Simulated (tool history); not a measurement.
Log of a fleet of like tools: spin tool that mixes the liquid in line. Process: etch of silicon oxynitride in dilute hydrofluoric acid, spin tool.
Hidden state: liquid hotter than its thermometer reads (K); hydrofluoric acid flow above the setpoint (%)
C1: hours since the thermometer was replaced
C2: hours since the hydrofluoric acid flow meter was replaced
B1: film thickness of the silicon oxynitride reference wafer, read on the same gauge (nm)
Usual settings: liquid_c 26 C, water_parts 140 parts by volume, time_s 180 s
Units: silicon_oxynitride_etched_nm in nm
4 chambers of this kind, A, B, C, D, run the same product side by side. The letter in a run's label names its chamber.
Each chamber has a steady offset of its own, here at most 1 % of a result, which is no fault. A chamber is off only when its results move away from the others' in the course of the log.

run 1B hour=10.8 | liquid_c=26 water_parts=140 time_s=180 | C1=1329.8 C2=1969.1 | B1=50.008 | silicon_oxynitride_etched_nm=4.8717
run 2C hour=16.1 | liquid_c=26 water_parts=140 time_s=180 | C1=295.9 C2=456.3 | B1=50.005 | silicon_oxynitride_etched_nm=4.8241
run 3D hour=27.2 | liquid_c=26 water_parts=140 time_s=180 | C1=1372.4 C2=312.7 | B1=50.001 | silicon_oxynitride_etched_nm=4.7545
run 4A hour=36.5 | liquid_c=26 water_parts=140 time_s=180 | C1=207.7 C2=324.6 | B1=50.008 | silicon_oxynitride_etched_nm=4.8397
-- hour=42.9 chamber B: hydrofluoric acid flow meter replaced
run 5A hour=46.5 | liquid_c=26 water_parts=140 time_s=180 | C1=217.7 C2=334.6 | B1=49.991 | silicon_oxynitride_etched_nm=4.8399
run 6B hour=54.1 | liquid_c=26 water_parts=140 time_s=180 | C1=1373.1 C2=11.2 | B1=50.029 | silicon_oxynitride_etched_nm=4.8446
run 7C hour=63.3 | liquid_c=26 water_parts=140 time_s=180 | C1=343.1 C2=503.5 | B1=50.022 | silicon_oxynitride_etched_nm=4.8368
run 8D hour=73 | liquid_c=26 water_parts=140 time_s=180 | C1=1418.2 C2=358.5 | B1=49.992 | silicon_oxynitride_etched_nm=4.7606
run 9A hour=82.2 | liquid_c=26 water_parts=140 time_s=180 | C1=253.4 C2=370.3 | B1=49.997 | silicon_oxynitride_etched_nm=4.824
run 10B hour=94.3 | liquid_c=26 water_parts=140 time_s=180 | C1=1413.3 C2=51.4 | B1=50 | silicon_oxynitride_etched_nm=4.7752
run 11C hour=100 | liquid_c=26 water_parts=140 time_s=180 | C1=379.8 C2=540.2 | B1=50.011 | silicon_oxynitride_etched_nm=4.8241
run 12D hour=110.3 | liquid_c=26 water_parts=140 time_s=180 | C1=1455.5 C2=395.8 | B1=49.988 | silicon_oxynitride_etched_nm=4.7257
run 13C hour=121.7 | liquid_c=26 water_parts=140 time_s=130 | C1=401.5 C2=561.9 | B1=50.022 | silicon_oxynitride_etched_nm=3.4984
run 14B hour=128.2 | liquid_c=26 water_parts=140 time_s=130 | C1=1447.2 C2=85.3 | B1=49.975 | silicon_oxynitride_etched_nm=3.4778
run 15A hour=134.1 | liquid_c=26 water_parts=140 time_s=130 | C1=305.3 C2=422.2 | B1=50.039 | silicon_oxynitride_etched_nm=3.4798
-- hour=143.3 chamber B: thermometer replaced
run 16D hour=143.4 | liquid_c=26 water_parts=140 time_s=130 | C1=1488.6 C2=428.9 | B1=49.984 | silicon_oxynitride_etched_nm=3.4452
run 17A hour=152.2 | liquid_c=26 water_parts=140 time_s=180 | C1=323.4 C2=440.3 | B1=49.982 | silicon_oxynitride_etched_nm=4.8054
run 18C hour=162.1 | liquid_c=26 water_parts=140 time_s=180 | C1=441.9 C2=602.3 | B1=49.991 | silicon_oxynitride_etched_nm=4.9244
run 19D hour=168.8 | liquid_c=26 water_parts=140 time_s=180 | C1=1514 C2=454.3 | B1=49.993 | silicon_oxynitride_etched_nm=4.7707
run 20B hour=175.2 | liquid_c=26 water_parts=140 time_s=180 | C1=32 C2=132.3 | B1=50.004 | silicon_oxynitride_etched_nm=4.7696
run 21D hour=186.8 | liquid_c=26 water_parts=140 time_s=180 | C1=1532 C2=472.3 | B1=50.027 | silicon_oxynitride_etched_nm=4.775
run 22B hour=196.5 | liquid_c=26 water_parts=140 time_s=180 | C1=53.3 C2=153.6 | B1=49.999 | silicon_oxynitride_etched_nm=4.8584
run 23A hour=205 | liquid_c=26 water_parts=140 time_s=180 | C1=376.2 C2=493.1 | B1=49.985 | silicon_oxynitride_etched_nm=4.8568
run 24C hour=216.4 | liquid_c=26 water_parts=140 time_s=180 | C1=496.2 C2=656.6 | B1=50.009 | silicon_oxynitride_etched_nm=5.0107
-- hour=223.4 chamber A: hydrofluoric acid flow meter replaced
run 25B hour=228.1 | liquid_c=26 water_parts=140 time_s=180 | C1=84.9 C2=185.2 | B1=49.971 | silicon_oxynitride_etched_nm=4.8201
run 26D hour=234.5 | liquid_c=26 water_parts=140 time_s=180 | C1=1579.7 C2=520 | B1=50.005 | silicon_oxynitride_etched_nm=4.8049
run 27A hour=244.5 | liquid_c=26 water_parts=140 time_s=180 | C1=415.7 C2=21.2 | B1=50.019 | silicon_oxynitride_etched_nm=4.8478
run 28C hour=253.5 | liquid_c=26 water_parts=140 time_s=180 | C1=533.3 C2=693.7 | B1=49.958 | silicon_oxynitride_etched_nm=4.9842
run 29A hour=265.4 | liquid_c=26 water_parts=140 time_s=180 | C1=436.6 C2=42.1 | B1=50.028 | silicon_oxynitride_etched_nm=4.8021
run 30B hour=274 | liquid_c=26 water_parts=140 time_s=180 | C1=130.8 C2=231.1 | B1=49.997 | silicon_oxynitride_etched_nm=4.8727
run 31D hour=284.8 | liquid_c=26 water_parts=140 time_s=180 | C1=1630 C2=570.3 | B1=50.008 | silicon_oxynitride_etched_nm=4.7626
run 32C hour=290.2 | liquid_c=26 water_parts=140 time_s=180 | C1=570 C2=730.4 | B1=49.999 | silicon_oxynitride_etched_nm=5.0553
run 33A hour=295.5 | liquid_c=29.5 water_parts=140 time_s=245 | C1=466.7 C2=72.2 | B1=50.003 | silicon_oxynitride_etched_nm=7.6074
run 34C hour=304 | liquid_c=29.5 water_parts=140 time_s=245 | C1=583.8 C2=744.2 | B1=50 | silicon_oxynitride_etched_nm=8.0332
run 35B hour=315 | liquid_c=29.5 water_parts=140 time_s=245 | C1=171.8 C2=272.1 | B1=49.999 | silicon_oxynitride_etched_nm=7.7157
run 36D hour=321.3 | liquid_c=29.5 water_parts=140 time_s=245 | C1=1666.5 C2=606.8 | B1=50.01 | silicon_oxynitride_etched_nm=7.5747
run 37C hour=330.6 | liquid_c=26 water_parts=140 time_s=180 | C1=610.4 C2=770.8 | B1=49.992 | silicon_oxynitride_etched_nm=5.1364
run 38B hour=336.6 | liquid_c=26 water_parts=140 time_s=180 | C1=193.4 C2=293.7 | B1=49.971 | silicon_oxynitride_etched_nm=4.8277
run 39D hour=344.4 | liquid_c=26 water_parts=140 time_s=180 | C1=1689.6 C2=629.9 | B1=50.021 | silicon_oxynitride_etched_nm=4.7188
run 40A hour=352.4 | liquid_c=26 water_parts=140 time_s=180 | C1=523.6 C2=129.1 | B1=50.005 | silicon_oxynitride_etched_nm=4.8713

Is one chamber off against the others, does the gauge drift, or is nothing wrong? If a chamber is off, say which, and what the likeliest cause is.

Chamber C drifts away from the others.
Cause: hydrofluoric acid flow above the setpoint (%) = 5.73.
The log may not tell that from: liquid hotter than its thermometer reads (K).

Here are 4 candidates for chamber C's next run, each the usual settings with a change, their results left as question marks. Which one brings its results back in line with what the others give on the usual settings?
In line means no further than this from the other chambers' mean on the usual settings: silicon_oxynitride_etched_nm 0.087 nm
run 41C-1 hour=361 | liquid_c=26 water_parts=135 time_s=185 | silicon_oxynitride_etched_nm=?
run 41C-2 hour=361 | liquid_c=26 water_parts=140 time_s=175 | silicon_oxynitride_etched_nm=?
run 41C-3 hour=361 | liquid_c=26 water_parts=145 time_s=175 | silicon_oxynitride_etched_nm=?
run 41C-4 hour=361 | liquid_c=26 water_parts=140 time_s=185 | silicon_oxynitride_etched_nm=?

The other chambers' mean on the usual settings: silicon_oxynitride_etched_nm 4.8045 nm
run=41C-1 silicon_oxynitride_etched_nm=5.5109
run=41C-2 silicon_oxynitride_etched_nm=5.0067
run=41C-3 silicon_oxynitride_etched_nm=4.8148
run=41C-4 silicon_oxynitride_etched_nm=5.2928
41C-3 brings the chamber back in line.
